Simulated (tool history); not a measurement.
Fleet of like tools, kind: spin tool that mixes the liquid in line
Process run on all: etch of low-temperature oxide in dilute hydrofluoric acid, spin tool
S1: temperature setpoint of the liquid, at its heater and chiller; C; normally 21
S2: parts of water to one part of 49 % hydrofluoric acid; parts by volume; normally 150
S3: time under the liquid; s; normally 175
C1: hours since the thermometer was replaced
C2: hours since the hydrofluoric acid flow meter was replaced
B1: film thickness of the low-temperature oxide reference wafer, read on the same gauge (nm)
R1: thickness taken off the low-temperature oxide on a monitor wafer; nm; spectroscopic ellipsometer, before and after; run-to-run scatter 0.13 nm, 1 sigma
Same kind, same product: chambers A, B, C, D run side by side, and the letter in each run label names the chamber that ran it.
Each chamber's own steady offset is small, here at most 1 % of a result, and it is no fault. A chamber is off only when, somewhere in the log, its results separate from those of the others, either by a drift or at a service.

run	hour	S1	S2	S3	C1	C2	B1	R1
1B	7.3	21	150	175	503.3	642.7	50.004	24.724
2C	15.8	21	150	175	734	88.5	50.005	24.788
3D	23.2	21	150	175	1344.3	472.1	49.972	24.97
4A	31.2	21	150	175	579.1	450.9	49.988	24.891
# hour 38.3: chamber D: thermometer replaced
5B	40.6	21	150	175	536.6	676	49.999	24.768
6A	48.5	21	150	175	596.4	468.2	49.976	24.985
7C	55.3	21	150	175	773.5	128	50.01	24.836
8D	64.1	21	150	175	25.8	513	50.027	25.187
9B	73.2	21	150	175	569.2	708.6	49.992	24.568
10D	77.8	21	150	175	39.5	526.7	49.947	24.977
11A	85.8	21	150	175	633.7	505.5	50.018	24.734
12C	91.4	21	150	175	809.6	164.1	50.014	24.814
# hour 96.2: chamber B: thermometer replaced
13D	99.3	21	150	175	61	548.2	49.97	25.063
14A	105.5	21	150	175	653.4	525.2	50.018	24.895
15B	113.5	21	150	175	17.4	748.9	50.011	24.732
16C	123	21	150	175	841.2	195.7	50.006	24.735
17B	131.7	21	150	175	35.6	767.1	49.971	24.497
18A	137.5	21	150	175	685.4	557.2	49.965	24.946
19D	145.9	21	150	175	107.6	594.8	50.026	25.26
20C	153	21	150	175	871.2	225.7	50.019	25.029
21B	157.3	21	150	175	61.2	792.7	49.985	24.37
22A	164.4	21	150	175	712.3	584.1	50.004	25.046
23D	173.8	21	150	175	135.5	622.7	50.034	25.141
24C	179.5	21	150	175	897.7	252.2	49.951	24.763
25B	185.2	21	150	175	89.1	820.6	49.963	24.189
26D	194.6	24	150	175	156.3	643.5	50	27.91
27C	202.4	24	150	175	920.6	275.1	50.003	28.071
28A	212.1	24	150	175	760	631.8	50.002	28.242
29C	218.6	24	150	175	936.8	291.3	49.991	27.865
30B	222.8	21	150	175	126.7	858.2	49.991	24.22
31D	229.9	21	150	260	191.6	678.8	50.018	37.098
32A	239.6	21	150	260	787.5	659.3	49.977	36.746
33B	243.9	21	150	260	147.8	879.3	49.991	35.606
34C	249.8	21	150	260	968	322.5	50.01	36.815
35D	255.6	21	150	175	217.3	704.5	49.981	24.966
36A	264.7	21	150	175	812.6	684.4	49.984	24.792
37C	269.4	21	150	175	987.6	342.1	50.017	24.956
38A	278.5	19	180	175	826.4	698.2	49.991	18.548

Predict what each chamber gives when all 4 of them run the settings below next.
39A	285.5	21	105	175				?
39B	285.5	21	105	175				?
39C	285.5	21	105	175				?
39D	285.5	21	105	175				?

run	R1
39A	37.372
39B	36.039
39C	37.472
39D	38.024

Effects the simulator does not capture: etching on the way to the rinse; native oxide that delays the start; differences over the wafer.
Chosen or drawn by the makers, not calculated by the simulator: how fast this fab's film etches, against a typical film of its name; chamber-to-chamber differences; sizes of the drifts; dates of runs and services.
